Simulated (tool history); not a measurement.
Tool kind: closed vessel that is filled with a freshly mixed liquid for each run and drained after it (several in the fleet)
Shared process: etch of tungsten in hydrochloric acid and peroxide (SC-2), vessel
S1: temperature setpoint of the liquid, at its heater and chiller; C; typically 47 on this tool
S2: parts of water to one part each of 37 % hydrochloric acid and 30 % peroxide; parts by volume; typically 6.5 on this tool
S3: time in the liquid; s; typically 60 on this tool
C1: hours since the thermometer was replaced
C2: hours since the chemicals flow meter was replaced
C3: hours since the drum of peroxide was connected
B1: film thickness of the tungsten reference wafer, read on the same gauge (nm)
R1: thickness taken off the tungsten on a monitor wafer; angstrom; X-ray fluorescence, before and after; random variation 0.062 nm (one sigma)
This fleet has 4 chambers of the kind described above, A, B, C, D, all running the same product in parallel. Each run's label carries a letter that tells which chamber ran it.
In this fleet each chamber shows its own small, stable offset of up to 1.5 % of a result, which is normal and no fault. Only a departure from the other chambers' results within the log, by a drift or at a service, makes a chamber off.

run,day,S1,S2,S3,C1,C2,C3,B1,R1
1C,0.438,47,6.5,60,195.6,142.3,197.0,50.008,190.99
2B,0.875,47,6.5,60,1564.6,71.1,400.4,49.997,192.29
3A,1.342,47,6.5,60,623.2,1019.3,342.8,50.030,193.78
4D,1.896,47,6.5,60,157.8,210.0,494.0,49.989,192.18
5C,2.383,47,6.5,60,242.3,189.0,243.7,49.985,191.29
6D,2.688,47,6.5,60,176.8,229.0,513.0,50.006,190.90
7B,3.217,47,6.5,60,1620.8,127.3,456.6,50.009,192.31
8A,3.633,47,6.5,60,678.2,1074.3,397.8,50.020,194.37
9B,4.242,47,6.5,60,1645.4,151.9,481.2,49.991,193.25
10D,4.592,47,6.5,60,222.5,274.7,558.7,49.987,191.80
11A,5.167,47,6.5,60,715.0,1111.1,434.6,49.982,194.20
12C,5.750,47,6.5,60,323.1,269.8,324.5,49.989,190.09
13B,6.383,47,6.5,60,1696.8,203.3,532.6,50.037,193.22
14D,6.833,47,6.5,60,276.3,328.5,612.5,50.013,192.00
# day 7.071: chamber A: new drum of peroxide connected
15A,7.254,47,6.5,60,765.1,1161.2,4.5,49.998,194.16
16C,7.854,47,6.5,60,373.6,320.3,375.0,49.995,189.17
17A,8.438,47,6.5,60,793.5,1189.6,32.9,49.975,193.30
18C,8.825,47,6.5,60,396.9,343.6,398.3,49.977,188.29
19B,9.138,47,6.5,85,1762.9,269.4,598.7,50.040,273.80
20D,9.467,47,6.5,85,339.5,391.7,675.7,50.024,272.32
21D,9.933,47,6.5,85,350.7,402.9,686.9,49.980,272.18
22B,10.488,47,6.5,85,1795.3,301.8,631.1,49.989,273.42
23C,10.971,47,6.5,60,448.4,395.1,449.8,50.005,186.27
24A,11.288,47,6.5,60,861.9,1258.0,101.3,49.956,193.08
25B,11.667,47,6.5,60,1823.6,330.1,659.4,49.987,194.12
26D,12.212,47,6.5,60,405.4,457.6,741.6,50.005,192.55
27A,12.608,47,6.5,60,893.6,1289.7,133.0,49.961,193.36
28C,13.133,47,6.5,35,500.3,447.0,501.7,49.979,109.10

Read the log: is a single chamber off, either drifting away or since a service, is the gauge that measures every chamber drifting, or is nothing wrong beyond small per-chamber offsets? Name any odd chamber and what most likely caused it.

Little by little, chamber C moves away from the other chambers.
Cause: peroxide weaker than its label (%) = 2.57.
From this log alone, it may not be told apart from: liquid colder than its thermometer reads (K); chemicals flow below the setpoint (%).

Here are 4 candidates for chamber C's next run, each the usual settings with a change, their results left as question marks. Which one brings its results back in line with what the others give on the usual settings?
Allowed miss from the other chambers' usual-settings mean, per result, to count as in line: R1 2.20 angstrom
29C-1,13.596,47.0,7.0,60,,,,,?
29C-2,13.596,47.0,6.0,60,,,,,?
29C-3,13.596,47.5,6.5,60,,,,,?
29C-4,13.596,46.5,6.5,60,,,,,?

The mean the other chambers reach with the usual settings: R1 192.89 angstrom
run,R1
29C-1,175.79
29C-2,197.46
29C-3,192.28
29C-4,179.90
The answer is 29C-3, which returns the chamber to within the allowed miss of the others.
